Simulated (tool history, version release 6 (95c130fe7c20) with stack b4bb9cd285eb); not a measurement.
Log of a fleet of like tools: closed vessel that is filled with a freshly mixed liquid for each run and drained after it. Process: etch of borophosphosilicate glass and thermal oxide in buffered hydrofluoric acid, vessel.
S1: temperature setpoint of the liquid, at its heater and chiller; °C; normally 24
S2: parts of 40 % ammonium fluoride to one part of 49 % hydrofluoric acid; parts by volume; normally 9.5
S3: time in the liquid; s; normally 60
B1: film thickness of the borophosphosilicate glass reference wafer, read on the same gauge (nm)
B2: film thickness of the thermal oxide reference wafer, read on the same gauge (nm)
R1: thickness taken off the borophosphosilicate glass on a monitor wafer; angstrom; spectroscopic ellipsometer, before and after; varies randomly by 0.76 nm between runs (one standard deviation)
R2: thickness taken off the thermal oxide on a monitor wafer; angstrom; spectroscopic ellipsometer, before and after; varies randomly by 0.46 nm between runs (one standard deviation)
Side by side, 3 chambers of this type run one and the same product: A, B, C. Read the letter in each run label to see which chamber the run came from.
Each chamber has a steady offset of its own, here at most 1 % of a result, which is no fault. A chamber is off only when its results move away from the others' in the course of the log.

-- hour=8.8 chamber B: hydrofluoric acid flow meter replaced
run 1A hour=12.9 | S1=24 S2=9.5 S3=60 | B1=49.989 B2=70.018 | R1=770.53 R2=704.74
run 2B hour=20.8 | S1=24 S2=9.5 S3=60 | B1=50.005 B2=69.999 | R1=777.44 R2=708.81
-- hour=30.7 chamber A: hydrofluoric acid flow meter replaced
run 3C hour=32.5 | S1=24 S2=9.5 S3=60 | B1=49.992 B2=70.009 | R1=780.47 R2=722.21
-- hour=36.9 chamber A: thermometer replaced
run 4A hour=42.8 | S1=24 S2=9.5 S3=60 | B1=49.994 B2=69.982 | R1=785.96 R2=706.78
run 5C hour=56.1 | S1=24 S2=9.5 S3=60 | B1=50.006 B2=70.002 | R1=768.08 R2=716.37
run 6B hour=65.4 | S1=24 S2=8.0 S3=45 | B1=50.024 B2=70.010 | R1=680.00 R2=622.37
run 7A hour=71.5 | S1=24 S2=8.0 S3=45 | B1=49.991 B2=69.987 | R1=685.56 R2=618.16
run 8B hour=79.9 | S1=24 S2=8.0 S3=45 | B1=50.009 B2=70.001 | R1=681.02 R2=626.52
run 9C hour=89.5 | S1=24 S2=9.5 S3=60 | B1=50.009 B2=70.012 | R1=781.50 R2=707.79
run 10C hour=100.8 | S1=24 S2=9.5 S3=45 | B1=49.997 B2=69.993 | R1=564.71 R2=542.04
run 11B hour=109.0 | S1=24 S2=9.5 S3=45 | B1=49.989 B2=69.989 | R1=577.96 R2=526.65
run 12A hour=116.6 | S1=24 S2=9.5 S3=45 | B1=50.013 B2=69.976 | R1=583.18 R2=530.52
run 13C hour=122.4 | S1=24 S2=9.5 S3=60 | B1=49.994 B2=70.007 | R1=755.00 R2=708.42
run 14A hour=132.7 | S1=26 S2=9.5 S3=45 | B1=49.995 B2=70.001 | R1=640.16 R2=588.35
run 15B hour=139.1 | S1=26 S2=9.5 S3=45 | B1=50.005 B2=70.005 | R1=652.44 R2=589.83
run 16B hour=152.1 | S1=26 S2=9.5 S3=45 | B1=49.995 B2=69.988 | R1=646.29 R2=590.46
run 17A hour=159.7 | S1=24 S2=9.5 S3=60 | B1=50.002 B2=69.987 | R1=767.00 R2=698.83
run 18C hour=170.1 | S1=24 S2=9.5 S3=60 | B1=49.983 B2=70.020 | R1=751.56 R2=714.56
run 19B hour=182.4 | S1=24 S2=9.5 S3=60 | B1=49.999 B2=70.012 | R1=782.26 R2=706.74
run 20C hour=191.5 | S1=24 S2=9.5 S3=60 | B1=49.989 B2=70.002 | R1=768.52 R2=704.34
run 21A hour=204.6 | S1=24 S2=9.5 S3=60 | B1=49.979 B2=70.007 | R1=790.37 R2=713.20
run 22C hour=215.6 | S1=24 S2=7.0 S3=75 | B1=49.998 B2=70.004 | R1=1299.50 R2=1222.50
run 23B hour=223.4 | S1=24 S2=7.0 S3=75 | B1=49.994 B2=69.993 | R1=1342.10 R2=1201.40
run 24A hour=233.0 | S1=24 S2=7.0 S3=75 | B1=49.995 B2=69.985 | R1=1292.40 R2=1182.20
run 25B hour=245.0 | S1=24 S2=9.5 S3=60 | B1=50.014 B2=70.004 | R1=770.49 R2=706.78
-- hour=247.5 chamber B: thermometer replaced
run 26C hour=256.5 | S1=24 S2=9.5 S3=60 | B1=50.017 B2=70.005 | R1=770.64 R2=710.37
run 27A hour=266.8 | S1=24 S2=9.5 S3=60 | B1=50.003 B2=70.005 | R1=762.99 R2=719.40
run 28C hour=279.4 | S1=24 S2=9.5 S3=60 | B1=50.006 B2=70.013 | R1=750.79 R2=713.12
run 29B hour=286.3 | S1=24 S2=9.5 S3=60 | B1=50.002 B2=69.989 | R1=766.99 R2=709.96
run 30A hour=295.1 | S1=24 S2=9.5 S3=60 | B1=49.999 B2=70.017 | R1=781.81 R2=710.48

Read the log: is a single chamber off, either drifting away or since a service, is the gauge that measures every chamber drifting, or is nothing wrong beyond small per-chamber offsets? Name any odd chamber and what most likely caused it.

No chamber is off and the gauge is stable; the differences are just each chamber's small, constant offset.
